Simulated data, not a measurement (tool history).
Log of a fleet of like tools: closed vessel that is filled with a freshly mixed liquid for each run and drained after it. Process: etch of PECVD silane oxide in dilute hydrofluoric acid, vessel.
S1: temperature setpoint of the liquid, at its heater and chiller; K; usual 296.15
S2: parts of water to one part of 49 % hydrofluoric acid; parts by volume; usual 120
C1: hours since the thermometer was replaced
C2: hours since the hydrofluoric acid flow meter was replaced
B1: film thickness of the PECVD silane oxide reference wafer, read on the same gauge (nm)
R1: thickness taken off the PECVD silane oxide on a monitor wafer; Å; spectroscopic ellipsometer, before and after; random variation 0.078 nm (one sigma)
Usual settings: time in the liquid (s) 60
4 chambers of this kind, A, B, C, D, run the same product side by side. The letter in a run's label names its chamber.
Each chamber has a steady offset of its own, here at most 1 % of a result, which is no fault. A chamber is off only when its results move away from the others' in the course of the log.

{"run": "1B", "hour": 5.2, "S1": 296.15, "S2": 120, "time in the liquid (s)": 60, "C1": 469.3, "C2": 309.8, "B1": 100.03, "R1": 137.46}
{"run": "2A", "hour": 10.7, "S1": 296.15, "S2": 120, "time in the liquid (s)": 60, "C1": 187.4, "C2": 533.7, "B1": 99.988, "R1": 136.51}
{"run": "3D", "hour": 13.1, "S1": 296.15, "S2": 120, "time in the liquid (s)": 60, "C1": 2566.2, "C2": 516.1, "B1": 99.995, "R1": 137.75}
{"run": "4C", "hour": 16.8, "S1": 296.15, "S2": 120, "time in the liquid (s)": 60, "C1": 1869.9, "C2": 910.4, "B1": 100.0, "R1": 138.07}
{"run": "5B", "hour": 21.9, "S1": 296.15, "S2": 120, "time in the liquid (s)": 60, "C1": 486.0, "C2": 326.5, "B1": 100.04, "R1": 136.89}
{"hour": 26.7, "done": "chamber C: thermometer replaced"}
{"run": "6C", "hour": 27.1, "S1": 296.15, "S2": 120, "time in the liquid (s)": 60, "C1": 0.4, "C2": 920.7, "B1": 100.06, "R1": 139.29}
{"run": "7D", "hour": 30.9, "S1": 294.15, "S2": 120, "time in the liquid (s)": 60, "C1": 2584.0, "C2": 533.9, "B1": 99.977, "R1": 127.88}
{"run": "8A", "hour": 35.8, "S1": 294.15, "S2": 120, "time in the liquid (s)": 60, "C1": 212.5, "C2": 558.8, "B1": 99.985, "R1": 125.27}
{"run": "9C", "hour": 40.0, "S1": 294.15, "S2": 120, "time in the liquid (s)": 60, "C1": 13.3, "C2": 933.6, "B1": 100.06, "R1": 127.29}
{"run": "10B", "hour": 43.4, "S1": 294.15, "S2": 120, "time in the liquid (s)": 60, "C1": 507.5, "C2": 348.0, "B1": 100.01, "R1": 126.27}
{"run": "11A", "hour": 46.3, "S1": 296.15, "S2": 165, "time in the liquid (s)": 90, "C1": 223.0, "C2": 569.3, "B1": 99.972, "R1": 140.68}
{"run": "12D", "hour": 49.3, "S1": 296.15, "S2": 165, "time in the liquid (s)": 90, "C1": 2602.4, "C2": 552.3, "B1": 100.05, "R1": 143.05}
{"run": "13C", "hour": 52.8, "S1": 296.15, "S2": 165, "time in the liquid (s)": 90, "C1": 26.1, "C2": 946.4, "B1": 99.961, "R1": 145.05}
{"run": "14D", "hour": 58.3, "S1": 296.15, "S2": 165, "time in the liquid (s)": 90, "C1": 2611.4, "C2": 561.3, "B1": 100.0, "R1": 142.59}
{"run": "15A", "hour": 63.8, "S1": 296.15, "S2": 120, "time in the liquid (s)": 60, "C1": 240.5, "C2": 586.8, "B1": 100.01, "R1": 138.26}
{"run": "16B", "hour": 68.4, "S1": 296.15, "S2": 120, "time in the liquid (s)": 60, "C1": 532.5, "C2": 373.0, "B1": 99.98, "R1": 135.93}
{"run": "17A", "hour": 73.6, "S1": 296.15, "S2": 120, "time in the liquid (s)": 60, "C1": 250.3, "C2": 596.6, "B1": 99.97, "R1": 135.94}
{"run": "18D", "hour": 76.8, "S1": 296.15, "S2": 90, "time in the liquid (s)": 60, "C1": 2629.9, "C2": 579.8, "B1": 99.98, "R1": 192.04}
{"run": "19C", "hour": 82.1, "S1": 296.15, "S2": 90, "time in the liquid (s)": 60, "C1": 55.4, "C2": 975.7, "B1": 99.98, "R1": 194.66}
{"run": "20B", "hour": 87.2, "S1": 296.15, "S2": 90, "time in the liquid (s)": 60, "C1": 551.3, "C2": 391.8, "B1": 99.998, "R1": 188.64}
{"run": "21C", "hour": 91.7, "S1": 296.15, "S2": 90, "time in the liquid (s)": 60, "C1": 65.0, "C2": 985.3, "B1": 99.978, "R1": 192.54}
{"run": "22A", "hour": 94.1, "S1": 293.65, "S2": 120, "time in the liquid (s)": 60, "C1": 270.8, "C2": 617.1, "B1": 100.02, "R1": 124.08}
{"run": "23B", "hour": 99.2, "S1": 293.65, "S2": 120, "time in the liquid (s)": 60, "C1": 563.3, "C2": 403.8, "B1": 100.02, "R1": 124.15}
{"run": "24D", "hour": 104.3, "S1": 293.65, "S2": 120, "time in the liquid (s)": 60, "C1": 2657.4, "C2": 607.3, "B1": 100.0, "R1": 125.63}
{"run": "25D", "hour": 108.7, "S1": 293.65, "S2": 120, "time in the liquid (s)": 60, "C1": 2661.8, "C2": 611.7, "B1": 100.01, "R1": 125.37}
{"run": "26C", "hour": 112.1, "S1": 296.15, "S2": 120, "time in the liquid (s)": 60, "C1": 85.4, "C2": 1005.7, "B1": 99.993, "R1": 143.62}
{"run": "27A", "hour": 114.7, "S1": 296.15, "S2": 120, "time in the liquid (s)": 35, "C1": 291.4, "C2": 637.7, "B1": 100.01, "R1": 80.023}
{"run": "28B", "hour": 117.6, "S1": 296.15, "S2": 120, "time in the liquid (s)": 35, "C1": 581.7, "C2": 422.2, "B1": 99.993, "R1": 80.608}
{"run": "29C", "hour": 123.0, "S1": 296.15, "S2": 120, "time in the liquid (s)": 35, "C1": 96.3, "C2": 1016.6, "B1": 99.984, "R1": 84.489}
{"run": "30B", "hour": 127.4, "S1": 296.15, "S2": 120, "time in the liquid (s)": 35, "C1": 591.5, "C2": 432.0, "B1": 99.974, "R1": 79.36}
{"run": "31D", "hour": 132.5, "S1": 296.15, "S2": 120, "time in the liquid (s)": 60, "C1": 2685.6, "C2": 635.5, "B1": 100.02, "R1": 137.6}
{"run": "32A", "hour": 136.5, "S1": 296.15, "S2": 120, "time in the liquid (s)": 60, "C1": 313.2, "C2": 659.5, "B1": 99.949, "R1": 137.33}
{"run": "33C", "hour": 139.2, "S1": 296.15, "S2": 120, "time in the liquid (s)": 60, "C1": 112.5, "C2": 1032.8, "B1": 100.04, "R1": 142.94}
{"run": "34D", "hour": 141.9, "S1": 296.15, "S2": 120, "time in the liquid (s)": 60, "C1": 2695.0, "C2": 644.9, "B1": 99.988, "R1": 137.94}
{"run": "35B", "hour": 145.9, "S1": 296.15, "S2": 120, "time in the liquid (s)": 85, "C1": 610.0, "C2": 450.5, "B1": 99.972, "R1": 194.33}
{"run": "36A", "hour": 149.9, "S1": 296.15, "S2": 120, "time in the liquid (s)": 85, "C1": 326.6, "C2": 672.9, "B1": 100.02, "R1": 192.82}
{"run": "37C", "hour": 153.1, "S1": 296.15, "S2": 120, "time in the liquid (s)": 85, "C1": 126.4, "C2": 1046.7, "B1": 99.955, "R1": 204.52}
{"run": "38A", "hour": 158.4, "S1": 296.15, "S2": 120, "time in the liquid (s)": 85, "C1": 335.1, "C2": 681.4, "B1": 100.05, "R1": 194.35}
{"run": "39B", "hour": 162.6, "S1": 296.15, "S2": 120, "time in the liquid (s)": 60, "C1": 626.7, "C2": 467.2, "B1": 99.98, "R1": 136.32}
{"run": "40D", "hour": 166.1, "S1": 296.15, "S2": 120, "time in the liquid (s)": 60, "C1": 2719.2, "C2": 669.1, "B1": 100.01, "R1": 138.11}
{"run": "41D", "hour": 170.5, "S1": 296.15, "S2": 120, "time in the liquid (s)": 60, "C1": 2723.6, "C2": 673.5, "B1": 100.01, "R1": 139.2}
{"run": "42C", "hour": 173.2, "S1": 296.15, "S2": 180, "time in the liquid (s)": 60, "C1": 146.5, "C2": 1066.8, "B1": 100.03, "R1": 91.696}

What goes on in this fleet: one chamber off, a drifting gauge, or nothing beyond the chambers' own small offsets? Name the chamber and the cause, if any.

Chamber C drifts away from the others.
Cause: hydrofluoric acid flow above the setpoint (%) = 5.4.
The log may not tell that from: liquid hotter than its thermometer reads (K).

Here are 4 candidates for chamber C's next run, each the usual settings with a change, their results left as question marks. Which one brings its results back in line with what the others give on the usual settings?
In line means no further than this from the other chambers' mean on the usual settings: R1 2.700 Å
{"run": "43C-1", "hour": 177.1, "S1": 293.15, "S2": 120, "time in the liquid (s)": 60, "R1": "?"}
{"run": "43C-2", "hour": 177.1, "S1": 299.15, "S2": 120, "time in the liquid (s)": 60, "R1": "?"}
{"run": "43C-3", "hour": 177.1, "S1": 294.65, "S2": 120, "time in the liquid (s)": 60, "R1": "?"}
{"run": "43C-4", "hour": 177.1, "S1": 297.65, "S2": 120, "time in the liquid (s)": 60, "R1": "?"}

The other chambers' mean on the usual settings: R1 137.550 Å
run=43C-1 R1=130.160
run=43C-2 R1=164.800
run=43C-3 R1=138.240
run=43C-4 R1=155.550
43C-3 brings the chamber back in line.
